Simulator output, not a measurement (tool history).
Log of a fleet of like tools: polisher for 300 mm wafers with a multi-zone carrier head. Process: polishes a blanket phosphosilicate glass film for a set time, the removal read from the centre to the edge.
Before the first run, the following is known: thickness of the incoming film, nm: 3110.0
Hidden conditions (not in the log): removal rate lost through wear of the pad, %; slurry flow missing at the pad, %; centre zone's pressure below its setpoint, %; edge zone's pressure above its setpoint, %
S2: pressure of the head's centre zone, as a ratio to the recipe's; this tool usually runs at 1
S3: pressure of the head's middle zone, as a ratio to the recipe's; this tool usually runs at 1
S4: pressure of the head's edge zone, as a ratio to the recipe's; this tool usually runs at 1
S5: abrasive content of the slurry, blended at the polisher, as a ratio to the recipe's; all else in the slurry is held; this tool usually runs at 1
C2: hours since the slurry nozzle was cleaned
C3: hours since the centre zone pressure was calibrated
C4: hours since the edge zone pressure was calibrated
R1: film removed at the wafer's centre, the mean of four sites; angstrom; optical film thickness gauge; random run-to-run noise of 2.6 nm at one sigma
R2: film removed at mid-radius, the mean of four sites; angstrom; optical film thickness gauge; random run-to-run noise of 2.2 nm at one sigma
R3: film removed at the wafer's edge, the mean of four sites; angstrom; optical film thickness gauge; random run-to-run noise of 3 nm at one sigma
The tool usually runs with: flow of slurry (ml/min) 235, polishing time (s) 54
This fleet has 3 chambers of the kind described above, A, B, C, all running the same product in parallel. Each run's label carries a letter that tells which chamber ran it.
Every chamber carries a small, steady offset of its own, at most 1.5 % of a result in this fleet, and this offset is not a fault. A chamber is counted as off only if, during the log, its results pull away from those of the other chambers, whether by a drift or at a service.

Run 1C, hour 11.1: usual settings; wafers polished on this pad 437; C2 162.5; C3 752.6; C4 44.2. Result: R1 3229.4 angstrom, R2 3235.6 angstrom, R3 3219.3 angstrom.
At hour 14.1: chamber B: worn pad replaced by a new one.
Run 2A, hour 18.9: usual settings; wafers polished on this pad 708; C2 171; C3 736.4; C4 45.9. Result: R1 3216.7 angstrom, R2 3243.5 angstrom, R3 3257.2 angstrom.
Run 3B, hour 29.9: usual settings; wafers polished on this pad 214; C2 291.9; C3 336.4; C4 270.4. Result: R1 3188.2 angstrom, R2 3239.3 angstrom, R3 3245.6 angstrom.
At hour 32.9: chamber A: worn pad replaced by a new one.
Run 4A, hour 39.5: usual settings; wafers polished on this pad 89; C2 191.6; C3 757; C4 66.5. Result: R1 3209 angstrom, R2 3249.6 angstrom, R3 3256.5 angstrom.
Run 5C, hour 47.9: usual settings; wafers polished on this pad 933; C2 199.3; C3 789.4; C4 81. Result: R1 3215.5 angstrom, R2 3217.6 angstrom, R3 3305.8 angstrom.
At hour 51.8: chamber C: worn pad replaced by a new one.
Run 6B, hour 55.2: usual settings; wafers polished on this pad 555; C2 317.2; C3 361.7; C4 295.7. Result: R1 3254.1 angstrom, R2 3225.2 angstrom, R3 3155.7 angstrom.
Run 7C, hour 70.7: usual settings; wafers polished on this pad 255; C2 222.1; C3 812.2; C4 103.8. Result: R1 3226 angstrom, R2 3226 angstrom, R3 3253.3 angstrom.
Run 8A, hour 78: usual settings; wafers polished on this pad 608; C2 230.1; C3 795.5; C4 105. Result: R1 3207.7 angstrom, R2 3298.2 angstrom, R3 3256.9 angstrom.
Run 9B, hour 89.9: usual settings but flow of slurry (ml/min) 280, S5 0.85; wafers polished on this pad 1023; C2 351.9; C3 396.4; C4 330.4. Result: R1 3052.4 angstrom, R2 3080.8 angstrom, R3 3048.1 angstrom.
Run 10B, hour 102.2: usual settings but flow of slurry (ml/min) 280, S5 0.85; wafers polished on this pad 1188; C2 364.2; C3 408.7; C4 342.7. Result: R1 3055.5 angstrom, R2 3074.9 angstrom, R3 3072.2 angstrom.
At hour 105.8: chamber A: worn pad replaced by a new one.
At hour 109.5: chamber B: worn pad replaced by a new one.
Run 11C, hour 109.6: usual settings but flow of slurry (ml/min) 280, S5 0.85; wafers polished on this pad 779; C2 261; C3 851.1; C4 142.7. Result: R1 2980.4 angstrom, R2 3064.1 angstrom, R3 3031.4 angstrom.
Run 12A, hour 118.2: usual settings; wafers polished on this pad 167; C2 270.3; C3 835.7; C4 145.2. Result: R1 3158.3 angstrom, R2 3213.9 angstrom, R3 3219.3 angstrom.
At hour 126.1: chamber C: worn pad replaced by a new one.
Run 13C, hour 131.5: usual settings but S2 1.07; wafers polished on this pad 73; C2 282.9; C3 873; C4 164.6. Result: R1 3350.7 angstrom, R2 3250 angstrom, R3 3276.9 angstrom.
Run 14B, hour 143.8: usual settings but S2 1.07; wafers polished on this pad 463; C2 405.8; C3 450.3; C4 384.3. Result: R1 3534.1 angstrom, R2 3228.7 angstrom, R3 3227.3 angstrom.
Run 15A, hour 153.3: usual settings but S2 1.07; wafers polished on this pad 640; C2 305.4; C3 870.8; C4 180.3. Result: R1 3432.3 angstrom, R2 3251.5 angstrom, R3 3283.1 angstrom.
Run 16C, hour 162.3: usual settings; wafers polished on this pad 488; C2 313.7; C3 903.8; C4 195.4. Result: R1 3143.5 angstrom, R2 3248.5 angstrom, R3 3298.9 angstrom.
Run 17B, hour 174: usual settings; wafers polished on this pad 870; C2 436; C3 480.5; C4 414.5. Result: R1 3217.8 angstrom, R2 3261.8 angstrom, R3 3218.2 angstrom.
At hour 183.5: chamber A: worn pad replaced by a new one.
Run 18A, hour 185.5: usual settings; wafers polished on this pad 28; C2 337.6; C3 903; C4 212.5. Result: R1 3268.4 angstrom, R2 3229.7 angstrom, R3 3261.9 angstrom.
At hour 186.8: chamber B: worn pad replaced by a new one.
At hour 188.8: chamber C: worn pad replaced by a new one.
Run 19A, hour 193.6: usual settings; wafers polished on this pad 137; C2 345.7; C3 911.1; C4 220.6. Result: R1 3193.5 angstrom, R2 3254.1 angstrom, R3 3304.7 angstrom.
Run 20C, hour 208.6: usual settings; wafers polished on this pad 267; C2 360; C3 950.1; C4 241.7. Result: R1 3109.6 angstrom, R2 3241 angstrom, R3 3304.3 angstrom.
Run 21B, hour 220.8: usual settings; wafers polished on this pad 459; C2 482.8; C3 527.3; C4 461.3. Result: R1 3217 angstrom, R2 3254.3 angstrom, R3 3235.9 angstrom.
At hour 229.1: chamber B: slurry nozzle cleaned.
Run 22C, hour 231.9: usual settings; wafers polished on this pad 582; C2 383.3; C3 973.4; C4 265. Result: R1 3097.1 angstrom, R2 3209.1 angstrom, R3 3267.3 angstrom.
Run 23B, hour 239.8: usual settings; wafers polished on this pad 715; C2 10.8; C3 546.3; C4 480.3. Result: R1 3225.4 angstrom, R2 3235.1 angstrom, R3 3228.6 angstrom.
At hour 246.4: chamber A: worn pad replaced by a new one.
Run 24A, hour 246.7: usual settings; wafers polished on this pad 4; C2 398.8; C3 964.2; C4 273.7. Result: R1 3194.7 angstrom, R2 3262.6 angstrom, R3 3271.3 angstrom.
Run 25B, hour 259.8: usual settings; wafers polished on this pad 985; C2 30.8; C3 566.3; C4 500.3. Result: R1 3222.3 angstrom, R2 3241.9 angstrom, R3 3210.4 angstrom.
At hour 263.8: chamber C: worn pad replaced by a new one.
At hour 272.3: chamber B: worn pad replaced by a new one.
Run 26A, hour 273.5: usual settings; wafers polished on this pad 365; C2 425.6; C3 991; C4 300.5. Result: R1 3223.5 angstrom, R2 3243.9 angstrom, R3 3216.4 angstrom.
Run 27C, hour 288: usual settings; wafers polished on this pad 327; C2 439.4; C3 1029.5; C4 321.1. Result: R1 3030 angstrom, R2 3252.4 angstrom, R3 3266.4 angstrom.
Run 28A, hour 295.5: usual settings; wafers polished on this pad 662; C2 447.6; C3 1013; C4 322.5. Result: R1 3217 angstrom, R2 3320.1 angstrom, R3 3233.4 angstrom.
Run 29C, hour 308.6: usual settings; wafers polished on this pad 605; C2 460; C3 1050.1; C4 341.7. Result: R1 2973.2 angstrom, R2 3237.1 angstrom, R3 3270.4 angstrom.
At hour 321.8: chamber A: worn pad replaced by a new one.
Run 30B, hour 323.5: usual settings but S2 0.89, S3 0.94; wafers polished on this pad 691; C2 94.5; C3 630; C4 564. Result: R1 2852.1 angstrom, R2 3072.2 angstrom, R3 3254.7 angstrom.
At hour 328.2: chamber A: centre zone pressure recalibrated.
Run 31A, hour 336.6: usual settings but S2 0.89, S3 0.94; wafers polished on this pad 200; C2 488.7; C3 8.5; C4 363.6. Result: R1 2845.7 angstrom, R2 3093.8 angstrom, R3 3252.5 angstrom.
At hour 346.7: chamber C: worn pad replaced by a new one.
Run 32B, hour 351.8: usual settings but S2 0.89, S3 0.94; wafers polished on this pad 1072; C2 122.8; C3 658.3; C4 592.3. Result: R1 2847.6 angstrom, R2 3053.9 angstrom, R3 3257.4 angstrom.
Run 33C, hour 366.8: usual settings; wafers polished on this pad 271; C2 518.2; C3 1108.3; C4 399.9. Result: R1 2957.7 angstrom, R2 3232 angstrom, R3 3343 angstrom.

The same settings go to every chamber for the next run, one line per chamber below. Forecast the results for each:
Run 34A, hour 378: usual settings. Result: R1 ?, R2 ?, R3 ?.
Run 34B, hour 378: usual settings. Result: R1 ?, R2 ?, R3 ?.
Run 34C, hour 378: usual settings. Result: R1 ?, R2 ?, R3 ?.

run      R1      R2      R3
34A  3186.6  3220.4  3251.1
34B  3217.5  3237.9  3183.9
34C  2976.5    3248  3285.3

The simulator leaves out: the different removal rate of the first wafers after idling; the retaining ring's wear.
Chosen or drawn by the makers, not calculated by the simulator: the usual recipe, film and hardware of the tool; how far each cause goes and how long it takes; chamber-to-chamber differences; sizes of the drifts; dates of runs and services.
